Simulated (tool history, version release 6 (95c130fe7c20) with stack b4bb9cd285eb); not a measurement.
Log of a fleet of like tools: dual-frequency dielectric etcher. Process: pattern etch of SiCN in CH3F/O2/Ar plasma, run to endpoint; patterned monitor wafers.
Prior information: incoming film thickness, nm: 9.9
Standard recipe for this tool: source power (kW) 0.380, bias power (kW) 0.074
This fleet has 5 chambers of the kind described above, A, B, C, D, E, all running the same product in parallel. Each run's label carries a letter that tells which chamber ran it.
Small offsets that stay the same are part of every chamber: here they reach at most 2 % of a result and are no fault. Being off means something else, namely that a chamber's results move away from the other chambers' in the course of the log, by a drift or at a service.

| run | hour | source power (kW) | bias power (kW) | hours since the last wet clean | hours since the last source power generator calibration | hours since the last bias power generator calibration | endpoint time (s) |
|---|---|---|---|---|---|---|---|
| 1C | 9.3 | 0.380 | 0.074 | 66.2 | 283.4 | 2470.1 | 26.360 |
| 2B | 14.7 | 0.380 | 0.074 | 388.6 | 5073.8 | 1851.0 | 26.986 |
| 3E | 22.3 | 0.380 | 0.074 | 276.2 | 1017.9 | 940.4 | 26.452 |
|  | 30.9 | chamber B: source power generator calibrated |
| 4D | 31.3 | 0.380 | 0.074 | 36.2 | 841.7 | 706.0 | 26.303 |
| 5A | 39.7 | 0.380 | 0.074 | 384.3 | 1340.3 | 1371.2 | 26.372 |
| 6A | 48.0 | 0.380 | 0.074 | 392.6 | 1348.6 | 1379.5 | 26.478 |
| 7C | 53.9 | 0.380 | 0.074 | 110.8 | 328.0 | 2514.7 | 26.355 |
| 8B | 62.5 | 0.350 | 0.061 | 436.4 | 31.6 | 1898.8 | 29.838 |
| 9D | 67.1 | 0.350 | 0.061 | 72.0 | 877.5 | 741.8 | 28.864 |
| 10E | 75.5 | 0.350 | 0.061 | 329.4 | 1071.1 | 993.6 | 29.276 |
| 11B | 81.9 | 0.350 | 0.061 | 455.8 | 51.0 | 1918.2 | 29.780 |
|  | 86.4 | chamber A: wet clean of the chamber |
| 12C | 90.7 | 0.350 | 0.061 | 147.6 | 364.8 | 2551.5 | 29.176 |
| 13A | 100.3 | 0.410 | 0.066 | 13.9 | 1400.9 | 1431.8 | 26.825 |
| 14E | 106.0 | 0.410 | 0.066 | 359.9 | 1101.6 | 1024.1 | 26.705 |
| 15D | 111.4 | 0.410 | 0.066 | 116.3 | 921.8 | 786.1 | 26.559 |
| 16C | 120.5 | 0.410 | 0.066 | 177.4 | 394.6 | 2581.3 | 26.726 |
| 17E | 127.3 | 0.410 | 0.066 | 381.2 | 1122.9 | 1045.4 | 26.869 |
| 18B | 133.3 | 0.430 | 0.085 | 507.2 | 102.4 | 1969.6 | 24.585 |
| 19D | 141.5 | 0.430 | 0.085 | 146.4 | 951.9 | 816.2 | 23.740 |
| 20A | 146.6 | 0.430 | 0.085 | 60.2 | 1447.2 | 1478.1 | 23.897 |
| 21A | 151.9 | 0.430 | 0.085 | 65.5 | 1452.5 | 1483.4 | 24.033 |
| 22E | 160.0 | 0.430 | 0.085 | 413.9 | 1155.6 | 1078.1 | 24.181 |
|  | 162.7 | chamber E: wet clean of the chamber |
|  | 163.1 | chamber A: source power generator calibrated |
| 23D | 167.1 | 0.380 | 0.074 | 172.0 | 977.5 | 841.8 | 26.199 |
| 24B | 176.8 | 0.380 | 0.074 | 550.7 | 145.9 | 2013.1 | 26.989 |
| 25C | 184.4 | 0.380 | 0.074 | 241.3 | 458.5 | 2645.2 | 26.310 |
| 26C | 192.4 | 0.380 | 0.074 | 249.3 | 466.5 | 2653.2 | 26.256 |
|  | 199.4 | chamber B: wet clean of the chamber |
| 27A | 200.9 | 0.380 | 0.074 | 114.5 | 37.9 | 1532.4 | 26.546 |
| 28E | 206.3 | 0.380 | 0.074 | 43.6 | 1201.9 | 1124.4 | 27.399 |
| 29B | 214.0 | 0.380 | 0.074 | 14.7 | 183.1 | 2050.3 | 27.030 |
| 30D | 223.8 | 0.380 | 0.074 | 228.7 | 1034.2 | 898.5 | 26.305 |
| 31C | 233.7 | 0.380 | 0.074 | 290.6 | 507.8 | 2694.5 | 26.505 |
| 32B | 239.7 | 0.380 | 0.074 | 40.4 | 208.8 | 2076.0 | 26.811 |
| 33E | 244.5 | 0.380 | 0.074 | 81.8 | 1240.1 | 1162.6 | 27.240 |
| 34D | 249.9 | 0.340 | 0.074 | 254.8 | 1060.3 | 924.6 | 27.129 |
| 35A | 258.4 | 0.340 | 0.074 | 172.0 | 95.4 | 1589.9 | 27.630 |
| 36C | 263.1 | 0.340 | 0.074 | 320.0 | 537.2 | 2723.9 | 27.609 |
| 37E | 271.3 | 0.340 | 0.074 | 108.6 | 1266.9 | 1189.4 | 28.446 |
| 38B | 280.0 | 0.340 | 0.074 | 80.7 | 249.1 | 2116.3 | 28.234 |
| 39D | 289.5 | 0.380 | 0.074 | 294.4 | 1099.9 | 964.2 | 26.007 |
| 40A | 297.5 | 0.380 | 0.074 | 211.1 | 134.5 | 1629.0 | 26.442 |

Decide between three cases: one chamber stands off from its peers, the gauge reading all wafers drifts, or nothing is wrong past each chamber's small offset. Where a chamber is off, say which and what most likely put it there.

Chamber E has stood off from the others ever since a service on it.
Most likely cause: etch rate under this chamber's usual, % = 2.98.

Chamber E could run next with any of the 4 candidate recipes listed below; each alters the usual settings, and their results appear as question marks. Which one brings its results back in line with what the other chambers deliver on the usual settings?
Maximum distance from the other chambers' mean on the usual settings for a result to count as in line: endpoint time (s) 0.320
| 41E-1 | 304.7 | 0.360 | 0.072 |  |  |  | ? |
| 41E-2 | 304.7 | 0.330 | 0.074 |  |  |  | ? |
| 41E-3 | 304.7 | 0.380 | 0.080 |  |  |  | ? |
| 41E-4 | 304.7 | 0.410 | 0.079 |  |  |  | ? |

Other chambers, usual settings, mean: endpoint time (s) 26.518
| run | endpoint time (s) |
|---|---|
| 41E-1 | 28.124 |
| 41E-2 | 28.761 |
| 41E-3 | 26.549 |
| 41E-4 | 25.932 |
Change 41E-3 lands the chamber within the allowed miss of the other chambers.

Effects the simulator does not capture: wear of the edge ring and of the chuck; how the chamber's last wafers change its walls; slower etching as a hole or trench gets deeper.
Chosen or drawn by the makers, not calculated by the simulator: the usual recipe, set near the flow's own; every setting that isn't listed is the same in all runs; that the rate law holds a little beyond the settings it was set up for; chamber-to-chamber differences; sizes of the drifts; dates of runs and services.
